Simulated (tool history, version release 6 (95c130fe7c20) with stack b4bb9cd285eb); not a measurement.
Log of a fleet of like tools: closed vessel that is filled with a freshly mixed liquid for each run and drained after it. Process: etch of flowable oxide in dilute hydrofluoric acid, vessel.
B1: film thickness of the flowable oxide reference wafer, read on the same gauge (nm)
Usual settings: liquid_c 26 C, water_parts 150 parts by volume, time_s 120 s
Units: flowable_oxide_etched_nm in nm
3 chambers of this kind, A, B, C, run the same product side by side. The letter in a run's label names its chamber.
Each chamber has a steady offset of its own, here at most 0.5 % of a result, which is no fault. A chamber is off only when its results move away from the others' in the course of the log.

run 1B hour=3.8 | liquid_c=26 water_parts=150 time_s=120 | B1=130.01 | flowable_oxide_etched_nm=43.247
run 2C hour=6.9 | liquid_c=26 water_parts=150 time_s=120 | B1=129.97 | flowable_oxide_etched_nm=42.918
run 3A hour=11.9 | liquid_c=26 water_parts=150 time_s=120 | B1=129.99 | flowable_oxide_etched_nm=43.895
run 4C hour=15.4 | liquid_c=26 water_parts=150 time_s=120 | B1=130.05 | flowable_oxide_etched_nm=43.342
run 5A hour=20.3 | liquid_c=26 water_parts=150 time_s=120 | B1=130.02 | flowable_oxide_etched_nm=43.34
run 6B hour=26.2 | liquid_c=26 water_parts=150 time_s=155 | B1=129.99 | flowable_oxide_etched_nm=55.913
run 7A hour=29.1 | liquid_c=26 water_parts=150 time_s=155 | B1=129.99 | flowable_oxide_etched_nm=56.13
run 8B hour=31.9 | liquid_c=26 water_parts=150 time_s=155 | B1=129.98 | flowable_oxide_etched_nm=56.048
run 9C hour=35.7 | liquid_c=26 water_parts=150 time_s=120 | B1=129.99 | flowable_oxide_etched_nm=43.454
run 10A hour=40 | liquid_c=26 water_parts=150 time_s=120 | B1=130.02 | flowable_oxide_etched_nm=43.384
run 11B hour=44.5 | liquid_c=26 water_parts=95 time_s=80 | B1=129.99 | flowable_oxide_etched_nm=48.921
run 12C hour=47.2 | liquid_c=26 water_parts=95 time_s=80 | B1=129.96 | flowable_oxide_etched_nm=48.522
run 13A hour=50.9 | liquid_c=26 water_parts=95 time_s=80 | B1=130.01 | flowable_oxide_etched_nm=48.582
run 14C hour=55.2 | liquid_c=26 water_parts=150 time_s=120 | B1=130.07 | flowable_oxide_etched_nm=43.245
run 15B hour=60.4 | liquid_c=26 water_parts=150 time_s=120 | B1=129.98 | flowable_oxide_etched_nm=43.101
run 16C hour=65.5 | liquid_c=26 water_parts=150 time_s=120 | B1=129.99 | flowable_oxide_etched_nm=43.01
run 17A hour=69.3 | liquid_c=26 water_parts=150 time_s=120 | B1=129.98 | flowable_oxide_etched_nm=43.864
run 18B hour=74 | liquid_c=26 water_parts=95 time_s=180 | B1=130.01 | flowable_oxide_etched_nm=109.33
run 19A hour=77.4 | liquid_c=26 water_parts=95 time_s=180 | B1=129.98 | flowable_oxide_etched_nm=109.52
run 20C hour=82.5 | liquid_c=26 water_parts=95 time_s=180 | B1=130.02 | flowable_oxide_etched_nm=109.19
run 21B hour=86 | liquid_c=26 water_parts=105 time_s=185 | B1=129.99 | flowable_oxide_etched_nm=101.48
run 22B hour=90.4 | liquid_c=26 water_parts=105 time_s=185 | B1=130 | flowable_oxide_etched_nm=100.93
run 23A hour=94.6 | liquid_c=26 water_parts=105 time_s=185 | B1=130.07 | flowable_oxide_etched_nm=101.8
run 24C hour=99 | liquid_c=26 water_parts=150 time_s=120 | B1=130.01 | flowable_oxide_etched_nm=43.213
run 25A hour=101.8 | liquid_c=26 water_parts=150 time_s=120 | B1=130.04 | flowable_oxide_etched_nm=43.447
run 26B hour=104.5 | liquid_c=26 water_parts=150 time_s=120 | B1=130.01 | flowable_oxide_etched_nm=43.254
run 27C hour=108.5 | liquid_c=26 water_parts=150 time_s=120 | B1=130 | flowable_oxide_etched_nm=43.066
run 28A hour=113.3 | liquid_c=26 water_parts=150 time_s=120 | B1=129.98 | flowable_oxide_etched_nm=43.704
run 29C hour=117.6 | liquid_c=26 water_parts=100 time_s=150 | B1=130 | flowable_oxide_etched_nm=86.041
run 30B hour=122.8 | liquid_c=26 water_parts=100 time_s=150 | B1=129.99 | flowable_oxide_etched_nm=85.764
run 31A hour=126 | liquid_c=26 water_parts=100 time_s=150 | B1=130 | flowable_oxide_etched_nm=85.969
run 32B hour=131.2 | liquid_c=26 water_parts=150 time_s=120 | B1=130 | flowable_oxide_etched_nm=43.503
run 33C hour=136.5 | liquid_c=22 water_parts=95 time_s=120 | B1=129.98 | flowable_oxide_etched_nm=61.914

All 3 chambers run these settings next. Forecast each chamber's results:
run 34A hour=140.9 | liquid_c=26 water_parts=150 time_s=120 | flowable_oxide_etched_nm=?
run 34B hour=140.9 | liquid_c=26 water_parts=150 time_s=120 | flowable_oxide_etched_nm=?
run 34C hour=140.9 | liquid_c=26 water_parts=150 time_s=120 | flowable_oxide_etched_nm=?

run=34A flowable_oxide_etched_nm=43.146
run=34B flowable_oxide_etched_nm=43.526
run=34C flowable_oxide_etched_nm=43.374

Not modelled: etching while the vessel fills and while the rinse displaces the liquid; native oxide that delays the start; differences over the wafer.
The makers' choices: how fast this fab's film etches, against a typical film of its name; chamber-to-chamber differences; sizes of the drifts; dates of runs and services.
